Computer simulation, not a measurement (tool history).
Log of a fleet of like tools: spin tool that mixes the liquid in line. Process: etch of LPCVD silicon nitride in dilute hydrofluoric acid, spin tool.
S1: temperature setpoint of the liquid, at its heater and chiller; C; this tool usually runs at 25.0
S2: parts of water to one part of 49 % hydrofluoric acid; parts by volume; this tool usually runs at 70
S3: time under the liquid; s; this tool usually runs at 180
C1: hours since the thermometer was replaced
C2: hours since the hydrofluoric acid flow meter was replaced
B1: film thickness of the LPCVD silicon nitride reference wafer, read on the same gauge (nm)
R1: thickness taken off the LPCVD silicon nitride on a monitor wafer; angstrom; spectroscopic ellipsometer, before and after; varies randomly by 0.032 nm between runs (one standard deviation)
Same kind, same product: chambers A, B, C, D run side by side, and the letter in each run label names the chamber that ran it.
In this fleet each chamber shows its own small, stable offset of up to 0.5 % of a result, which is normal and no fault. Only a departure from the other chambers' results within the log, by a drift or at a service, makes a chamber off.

| run | day | S1 | S2 | S3 | C1 | C2 | B1 | R1 |
|---|---|---|---|---|---|---|---|---|
| 1D | 0.296 | 25.0 | 70 | 180 | 431.7 | 1198.4 | 80.009 | 13.6840 |
| 2C | 0.908 | 25.0 | 70 | 180 | 365.4 | 116.5 | 80.031 | 13.8010 |
| 3B | 1.462 | 25.0 | 70 | 180 | 211.8 | 638.7 | 79.999 | 13.7650 |
| 4A | 1.788 | 25.0 | 70 | 180 | 318.8 | 473.8 | 79.991 | 13.4040 |
| 5C | 2.096 | 25.0 | 70 | 120 | 393.9 | 145.0 | 80.008 | 8.8618 |
| 6B | 2.667 | 25.0 | 70 | 120 | 240.7 | 667.6 | 80.024 | 9.0862 |
| 7D | 3.283 | 25.0 | 70 | 120 | 503.4 | 1270.1 | 80.000 | 9.1067 |
|  | 3.433 | chamber B: hydrofluoric acid flow meter replaced |
| 8A | 3.562 | 25.0 | 70 | 120 | 361.4 | 516.4 | 80.002 | 9.1576 |
| 9D | 4.154 | 25.0 | 70 | 180 | 524.3 | 1291.0 | 80.015 | 13.7070 |
| 10C | 4.700 | 25.0 | 70 | 180 | 456.4 | 207.5 | 80.002 | 13.4420 |
| 11A | 5.208 | 20.5 | 70 | 180 | 400.9 | 555.9 | 79.997 | 10.1710 |
| 12B | 5.746 | 20.5 | 70 | 180 | 314.6 | 55.6 | 79.979 | 10.0860 |
| 13D | 6.288 | 20.5 | 70 | 180 | 575.5 | 1342.2 | 79.980 | 9.8169 |
| 14A | 6.854 | 20.5 | 70 | 180 | 440.4 | 595.4 | 79.997 | 10.0140 |
| 15B | 7.154 | 25.0 | 70 | 180 | 348.4 | 89.4 | 79.972 | 14.0550 |
| 16C | 7.638 | 25.0 | 70 | 180 | 526.9 | 278.0 | 80.013 | 13.4170 |
| 17A | 7.946 | 25.0 | 70 | 180 | 466.6 | 621.6 | 79.972 | 13.5020 |
| 18D | 8.575 | 25.0 | 70 | 180 | 630.4 | 1397.1 | 80.019 | 13.7690 |
|  | 9.075 | chamber A: thermometer replaced |
| 19B | 9.075 | 25.0 | 70 | 180 | 394.5 | 135.5 | 79.978 | 13.6350 |
| 20C | 9.567 | 25.0 | 70 | 180 | 573.2 | 324.3 | 80.043 | 13.5180 |
| 21B | 9.958 | 25.0 | 70 | 180 | 415.7 | 156.7 | 80.013 | 14.4090 |
| 22D | 10.238 | 25.0 | 70 | 180 | 670.3 | 1437.0 | 79.985 | 13.3720 |
| 23C | 10.525 | 25.0 | 70 | 180 | 596.2 | 347.3 | 80.012 | 13.5840 |
| 24A | 10.854 | 25.0 | 70 | 180 | 42.8 | 691.4 | 79.997 | 13.9990 |
| 25A | 11.312 | 25.0 | 70 | 180 | 53.8 | 702.4 | 80.048 | 13.3660 |
| 26D | 11.879 | 25.0 | 70 | 180 | 709.7 | 1476.4 | 80.027 | 13.8260 |
| 27B | 12.367 | 25.0 | 70 | 180 | 473.5 | 214.5 | 80.049 | 13.2980 |
| 28C | 12.867 | 25.0 | 70 | 180 | 652.4 | 403.5 | 79.989 | 12.8360 |
| 29B | 13.396 | 25.0 | 70 | 180 | 498.2 | 239.2 | 80.036 | 13.5860 |
| 30C | 13.746 | 25.0 | 70 | 180 | 673.5 | 424.6 | 80.017 | 13.7180 |
| 31A | 14.121 | 25.0 | 70 | 180 | 121.2 | 769.8 | 79.985 | 13.7290 |

Decide between three cases: one chamber stands off from its peers, the gauge reading all wafers drifts, or nothing is wrong past each chamber's small offset. Where a chamber is off, say which and what most likely put it there.

All chambers stay in line apart from their small fixed offsets, and the gauge does not drift.
